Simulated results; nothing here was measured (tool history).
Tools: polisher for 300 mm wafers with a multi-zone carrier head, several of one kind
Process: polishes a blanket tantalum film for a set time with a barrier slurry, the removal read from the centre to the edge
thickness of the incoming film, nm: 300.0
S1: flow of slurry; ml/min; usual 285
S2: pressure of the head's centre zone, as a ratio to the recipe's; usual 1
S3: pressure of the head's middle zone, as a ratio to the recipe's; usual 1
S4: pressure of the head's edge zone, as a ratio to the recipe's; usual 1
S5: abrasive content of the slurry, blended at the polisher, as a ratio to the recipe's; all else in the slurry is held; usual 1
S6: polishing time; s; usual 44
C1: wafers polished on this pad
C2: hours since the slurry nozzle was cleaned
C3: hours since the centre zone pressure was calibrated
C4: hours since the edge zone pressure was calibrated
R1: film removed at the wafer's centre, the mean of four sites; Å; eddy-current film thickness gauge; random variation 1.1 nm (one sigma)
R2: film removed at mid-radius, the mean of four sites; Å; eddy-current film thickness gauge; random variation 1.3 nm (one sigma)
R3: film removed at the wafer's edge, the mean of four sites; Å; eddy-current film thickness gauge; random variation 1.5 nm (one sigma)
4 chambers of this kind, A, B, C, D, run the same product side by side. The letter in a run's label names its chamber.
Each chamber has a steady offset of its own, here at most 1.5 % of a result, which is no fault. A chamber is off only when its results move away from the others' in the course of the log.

{"run": "1D", "day": 0.129, "S1": 285, "S2": 1, "S3": 1, "S4": 1, "S5": 1, "S6": 44, "C1": 801, "C2": 131.2, "C3": 261.2, "C4": 281.9, "R1": 1186.8, "R2": 1209.1, "R3": 1175.4}
{"day": 0.229, "done": "chamber B: edge zone pressure recalibrated"}
{"run": "2C", "day": 0.333, "S1": 285, "S2": 1, "S3": 1, "S4": 1, "S5": 1, "S6": 44, "C1": 917, "C2": 384.2, "C3": 469.6, "C4": 572.3, "R1": 1210.7, "R2": 1195.4, "R3": 1191.7}
{"run": "3B", "day": 0.521, "S1": 285, "S2": 1, "S3": 1, "S4": 1, "S5": 1, "S6": 44, "C1": 776, "C2": 497.6, "C3": 539.6, "C4": 7.1, "R1": 1195.7, "R2": 1174.3, "R3": 1214.7}
{"run": "4A", "day": 0.721, "S1": 285, "S2": 1, "S3": 1, "S4": 1, "S5": 1, "S6": 44, "C1": 825, "C2": 555.4, "C3": 187.1, "C4": 567.8, "R1": 1195.1, "R2": 1167.8, "R3": 1177.9}
{"run": "5B", "day": 0.858, "S1": 285, "S2": 1, "S3": 1, "S4": 1, "S5": 1, "S6": 44, "C1": 831, "C2": 505.7, "C3": 547.7, "C4": 15.2, "R1": 1183.2, "R2": 1163.4, "R3": 1214.3}
{"run": "6D", "day": 1.004, "S1": 285, "S2": 1, "S3": 1, "S4": 1, "S5": 1, "S6": 44, "C1": 942, "C2": 152.2, "C3": 282.2, "C4": 302.9, "R1": 1170.1, "R2": 1211.2, "R3": 1200}
{"day": 1.104, "done": "chamber A: worn pad replaced by a new one"}
{"run": "7C", "day": 1.179, "S1": 285, "S2": 1, "S3": 1, "S4": 1, "S5": 1, "S6": 44, "C1": 1053, "C2": 404.5, "C3": 489.9, "C4": 592.6, "R1": 1201.6, "R2": 1194.5, "R3": 1177}
{"run": "8A", "day": 1.3, "S1": 285, "S2": 1, "S3": 1, "S4": 1, "S5": 1, "S6": 44, "C1": 31, "C2": 569.3, "C3": 201, "C4": 581.7, "R1": 1175.8, "R2": 1171.5, "R3": 1156.6}
{"run": "9B", "day": 1.479, "S1": 285, "S2": 1, "S3": 1, "S4": 1, "S5": 1, "S6": 44, "C1": 930, "C2": 520.6, "C3": 562.6, "C4": 30.1, "R1": 1186.4, "R2": 1171.4, "R3": 1181.6}
{"run": "10D", "day": 1.608, "S1": 285, "S2": 1, "S3": 1, "S4": 1, "S5": 1, "S6": 44, "C1": 1039, "C2": 166.7, "C3": 296.7, "C4": 317.4, "R1": 1159.8, "R2": 1204.5, "R3": 1156.3}
{"day": 1.629, "done": "chamber B: slurry nozzle cleaned"}
{"day": 1.771, "done": "chamber B: worn pad replaced by a new one"}
{"run": "11C", "day": 1.792, "S1": 285, "S2": 1, "S3": 1, "S4": 1, "S5": 1, "S6": 44, "C1": 1151, "C2": 419.2, "C3": 504.6, "C4": 607.3, "R1": 1178.2, "R2": 1191.8, "R3": 1157.6}
{"run": "12A", "day": 1.95, "S1": 215, "S2": 1, "S3": 1, "S4": 1, "S5": 1, "S6": 52, "C1": 136, "C2": 584.9, "C3": 216.6, "C4": 597.3, "R1": 1324.3, "R2": 1336.4, "R3": 1343.6}
{"run": "13C", "day": 2.083, "S1": 215, "S2": 1, "S3": 1, "S4": 1, "S5": 1, "S6": 52, "C1": 1198, "C2": 426.2, "C3": 511.6, "C4": 614.3, "R1": 1332.5, "R2": 1344.2, "R3": 1364.4}
{"day": 2.108, "done": "chamber D: centre zone pressure recalibrated"}
{"run": "14B", "day": 2.212, "S1": 215, "S2": 1, "S3": 1, "S4": 1, "S5": 1, "S6": 52, "C1": 71, "C2": 14, "C3": 580.2, "C4": 47.7, "R1": 1371.6, "R2": 1335.6, "R3": 1395.4}
{"run": "15D", "day": 2.358, "S1": 215, "S2": 1, "S3": 1, "S4": 1, "S5": 1, "S6": 52, "C1": 1160, "C2": 184.7, "C3": 6.1, "C4": 335.4, "R1": 1258.7, "R2": 1379.9, "R3": 1381.7}
{"run": "16A", "day": 2.533, "S1": 285, "S2": 1, "S3": 1, "S4": 1, "S5": 1, "S6": 44, "C1": 229, "C2": 598.9, "C3": 230.6, "C4": 611.3, "R1": 1177.2, "R2": 1151.4, "R3": 1175.4}
{"run": "17A", "day": 2.629, "S1": 285, "S2": 1, "S3": 1, "S4": 1, "S5": 0.85, "S6": 44, "C1": 245, "C2": 601.2, "C3": 232.9, "C4": 613.6, "R1": 1123.6, "R2": 1095, "R3": 1126.1}
{"run": "18C", "day": 2.733, "S1": 285, "S2": 1, "S3": 1, "S4": 1, "S5": 0.85, "S6": 44, "C1": 1303, "C2": 441.8, "C3": 527.2, "C4": 629.9, "R1": 1117.3, "R2": 1136.4, "R3": 1109.6}
{"run": "19B", "day": 2.879, "S1": 285, "S2": 1, "S3": 1, "S4": 1, "S5": 0.85, "S6": 44, "C1": 178, "C2": 30, "C3": 596.2, "C4": 63.7, "R1": 1139.3, "R2": 1138.3, "R3": 1159.1}
{"day": 3.017, "done": "chamber C: worn pad replaced by a new one"}
{"run": "20D", "day": 3.075, "S1": 285, "S2": 1, "S3": 1, "S4": 1, "S5": 0.85, "S6": 44, "C1": 1275, "C2": 201.9, "C3": 23.3, "C4": 352.6, "R1": 1040.4, "R2": 1154.1, "R3": 1118.1}
{"day": 3.179, "done": "chamber D: worn pad replaced by a new one"}
{"run": "21C", "day": 3.279, "S1": 285, "S2": 1, "S3": 1, "S4": 1, "S5": 1, "S6": 44, "C1": 42, "C2": 454.9, "C3": 540.3, "C4": 643, "R1": 1171.9, "R2": 1218.7, "R3": 1175.9}
{"run": "22D", "day": 3.467, "S1": 285, "S2": 1, "S3": 1, "S4": 1, "S5": 1, "S6": 44, "C1": 46, "C2": 211.3, "C3": 32.7, "C4": 362, "R1": 1105.3, "R2": 1201.3, "R3": 1191.3}
{"run": "23B", "day": 3.658, "S1": 285, "S2": 0.91, "S3": 1, "S4": 1, "S5": 1, "S6": 44, "C1": 304, "C2": 48.7, "C3": 614.9, "C4": 82.4, "R1": 1079.9, "R2": 1173.4, "R3": 1206.7}
{"run": "24A", "day": 3.8, "S1": 285, "S2": 0.91, "S3": 1, "S4": 1, "S5": 1, "S6": 44, "C1": 433, "C2": 629.3, "C3": 261, "C4": 641.7, "R1": 1066.6, "R2": 1160, "R3": 1153.2}
{"day": 3.896, "done": "chamber B: centre zone pressure recalibrated"}
{"run": "25B", "day": 3.954, "S1": 285, "S2": 0.91, "S3": 1, "S4": 1, "S5": 1, "S6": 44, "C1": 351, "C2": 55.8, "C3": 1.4, "C4": 89.5, "R1": 1057.8, "R2": 1170.2, "R3": 1160.7}
{"run": "26C", "day": 4.108, "S1": 285, "S2": 0.91, "S3": 1, "S4": 1, "S5": 1, "S6": 44, "C1": 175, "C2": 474.8, "C3": 560.2, "C4": 662.9, "R1": 1076.5, "R2": 1214.8, "R3": 1193.2}

Next, every chamber runs the same settings. What will each give?
{"run": "27A", "day": 4.258, "S1": 285, "S2": 1, "S3": 1, "S4": 1, "S5": 1, "S6": 44, "R1": "?", "R2": "?", "R3": "?"}
{"run": "27B", "day": 4.258, "S1": 285, "S2": 1, "S3": 1, "S4": 1, "S5": 1, "S6": 44, "R1": "?", "R2": "?", "R3": "?"}
{"run": "27C", "day": 4.258, "S1": 285, "S2": 1, "S3": 1, "S4": 1, "S5": 1, "S6": 44, "R1": "?", "R2": "?", "R3": "?"}
{"run": "27D", "day": 4.258, "S1": 285, "S2": 1, "S3": 1, "S4": 1, "S5": 1, "S6": 44, "R1": "?", "R2": "?", "R3": "?"}

run=27A R1=1180.9 R2=1155.6 R3=1175.5
run=27B R1=1187.5 R2=1169.1 R3=1179.4
run=27C R1=1172.2 R2=1197.8 R3=1168.2
run=27D R1=1095.5 R2=1189.5 R3=1180.7
